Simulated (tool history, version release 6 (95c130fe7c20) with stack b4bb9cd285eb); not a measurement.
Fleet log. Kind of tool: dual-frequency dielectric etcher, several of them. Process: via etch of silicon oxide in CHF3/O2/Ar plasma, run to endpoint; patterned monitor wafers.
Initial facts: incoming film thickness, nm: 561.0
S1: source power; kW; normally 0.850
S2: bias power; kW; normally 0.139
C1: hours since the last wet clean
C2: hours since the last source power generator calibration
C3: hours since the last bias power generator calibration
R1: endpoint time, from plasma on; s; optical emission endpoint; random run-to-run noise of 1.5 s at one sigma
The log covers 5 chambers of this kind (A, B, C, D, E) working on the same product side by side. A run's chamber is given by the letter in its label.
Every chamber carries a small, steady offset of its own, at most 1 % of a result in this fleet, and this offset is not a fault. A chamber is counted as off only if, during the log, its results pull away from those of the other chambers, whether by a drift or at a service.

run,hour,S1,S2,C1,C2,C3,R1
1B,7.8,0.850,0.139,537.2,3392.6,1998.3,267.38
2E,14.9,0.850,0.139,94.4,1064.7,621.7,272.61
3A,22.6,0.850,0.139,483.3,3963.0,1168.4,269.74
# hour 24.8: chamber B: wet clean of the chamber
4D,30.4,0.850,0.139,154.0,3285.9,1595.1,264.40
5C,38.9,0.850,0.139,40.5,3087.9,1425.6,271.98
6D,48.3,0.850,0.139,171.9,3303.8,1613.0,266.31
7E,55.5,0.850,0.139,135.0,1105.3,662.3,271.23
8A,60.5,0.850,0.139,521.2,4000.9,1206.3,267.15
9B,66.8,0.850,0.139,42.0,3451.6,2057.3,270.17
10C,74.7,0.940,0.139,76.3,3123.7,1461.4,261.27
11C,82.3,0.940,0.139,83.9,3131.3,1469.0,258.52
12E,91.8,0.940,0.139,171.3,1141.6,698.6,259.72
13A,97.6,0.940,0.139,558.3,4038.0,1243.4,261.41
14D,102.7,0.940,0.139,226.3,3358.2,1667.4,254.11
15B,108.2,0.850,0.139,83.4,3493.0,2098.7,268.27
16D,114.9,0.850,0.139,238.5,3370.4,1679.6,260.63
17A,119.9,0.850,0.139,580.6,4060.3,1265.7,269.21
18E,124.9,0.850,0.139,204.4,1174.7,731.7,268.01
19B,131.0,0.850,0.139,106.2,3515.8,2121.5,269.15
20C,136.6,0.750,0.107,138.2,3185.6,1523.3,307.62
21A,146.8,0.750,0.107,607.5,4087.2,1292.6,306.51
22C,154.8,0.750,0.107,156.4,3203.8,1541.5,307.73
# hour 158.2: chamber A: wet clean of the chamber
23E,165.5,0.750,0.107,245.0,1215.3,772.3,307.50
24D,171.0,0.750,0.107,294.6,3426.5,1735.7,295.03
25B,176.5,0.850,0.139,151.7,3561.3,2167.0,270.18
26E,186.2,0.850,0.139,265.7,1236.0,793.0,270.40
27A,192.8,0.850,0.139,34.7,4133.2,1338.6,270.31
28C,200.1,0.960,0.139,201.7,3249.1,1586.8,260.10
29B,210.4,0.960,0.139,185.6,3595.2,2200.9,256.71
30D,217.1,0.960,0.139,340.7,3472.6,1781.8,243.09
31B,226.9,0.960,0.139,202.1,3611.7,2217.4,256.88
32D,232.1,0.960,0.139,355.7,3487.6,1796.8,241.85
33A,240.9,0.850,0.139,82.8,4181.3,1386.7,269.92
34E,247.3,0.850,0.139,326.8,1297.1,854.1,271.80
35C,253.1,0.850,0.139,254.7,3302.1,1639.8,273.10

All chambers now run identical settings, listed one chamber a line with results as question marks. What results will each chamber show?
36A,260.8,1.050,0.139,,,,?
36B,260.8,1.050,0.139,,,,?
36C,260.8,1.050,0.139,,,,?
36D,260.8,1.050,0.139,,,,?
36E,260.8,1.050,0.139,,,,?

run,R1
36A,247.83
36B,246.92
36C,250.89
36D,233.42
36E,249.10

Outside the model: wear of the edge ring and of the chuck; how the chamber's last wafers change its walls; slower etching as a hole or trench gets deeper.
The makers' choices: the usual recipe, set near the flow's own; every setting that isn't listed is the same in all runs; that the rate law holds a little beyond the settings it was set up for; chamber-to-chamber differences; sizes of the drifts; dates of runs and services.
